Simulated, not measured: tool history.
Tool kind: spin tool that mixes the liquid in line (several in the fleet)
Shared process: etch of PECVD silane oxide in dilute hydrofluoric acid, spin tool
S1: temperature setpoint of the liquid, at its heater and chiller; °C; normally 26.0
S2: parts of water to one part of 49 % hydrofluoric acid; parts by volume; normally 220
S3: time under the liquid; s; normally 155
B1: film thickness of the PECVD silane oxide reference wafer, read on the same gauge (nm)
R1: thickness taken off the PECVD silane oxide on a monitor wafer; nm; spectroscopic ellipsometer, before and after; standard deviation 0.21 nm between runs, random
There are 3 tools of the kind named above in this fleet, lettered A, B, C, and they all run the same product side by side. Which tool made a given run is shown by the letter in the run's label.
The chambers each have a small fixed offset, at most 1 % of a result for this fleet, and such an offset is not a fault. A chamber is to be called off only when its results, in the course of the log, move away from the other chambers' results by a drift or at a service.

run,hour,S1,S2,S3,B1,R1
1B,7.0,26.0,220,155,70.030,32.826
2C,14.3,26.0,220,155,69.993,33.447
3A,23.1,26.0,220,155,69.946,33.596
4A,29.3,26.0,220,155,69.993,33.114
5B,34.1,26.0,220,155,70.018,33.197
6C,41.6,21.5,220,155,70.002,28.059
7A,50.6,21.5,220,155,69.941,28.151
8B,58.7,21.5,220,155,69.973,28.067
9C,65.8,26.0,220,155,70.021,33.002
10C,71.2,26.0,220,155,70.007,33.090
11B,79.9,26.0,220,155,69.998,32.847
12A,86.2,26.0,220,155,70.019,33.334
13C,95.2,26.0,220,155,69.980,33.314
14B,105.0,29.5,285,155,70.026,26.899
15A,110.3,29.5,285,155,70.007,26.988
16A,121.0,29.5,285,155,70.069,26.836
17B,127.1,26.0,220,155,69.978,33.101
18C,134.1,26.0,220,155,70.029,33.554
19C,144.7,26.0,220,155,69.988,33.324
20B,150.9,26.0,220,155,70.030,33.015
21A,160.0,28.5,220,245,69.973,57.731
22C,167.7,28.5,220,245,69.992,56.955
23A,176.5,28.5,220,245,70.033,58.411
24B,181.3,26.0,220,155,70.050,33.379
25B,186.3,29.5,160,155,70.027,54.877
26C,191.7,29.5,160,155,70.019,55.007
27A,201.9,29.5,160,155,69.986,56.467
28B,207.9,26.0,220,155,69.993,32.733
29C,216.3,26.0,220,155,69.996,33.321
30A,226.6,26.0,220,155,69.991,33.062
31B,236.0,26.0,220,155,70.027,33.149
32A,246.6,26.0,220,155,70.061,33.479

Which is it: a chamber that has drifted or been left off by a service, a gauge drift common to all chambers, or only each chamber's usual small offset? If a chamber is off, name it and its likeliest cause.

All chambers stay in line apart from their small fixed offsets, and the gauge does not drift.
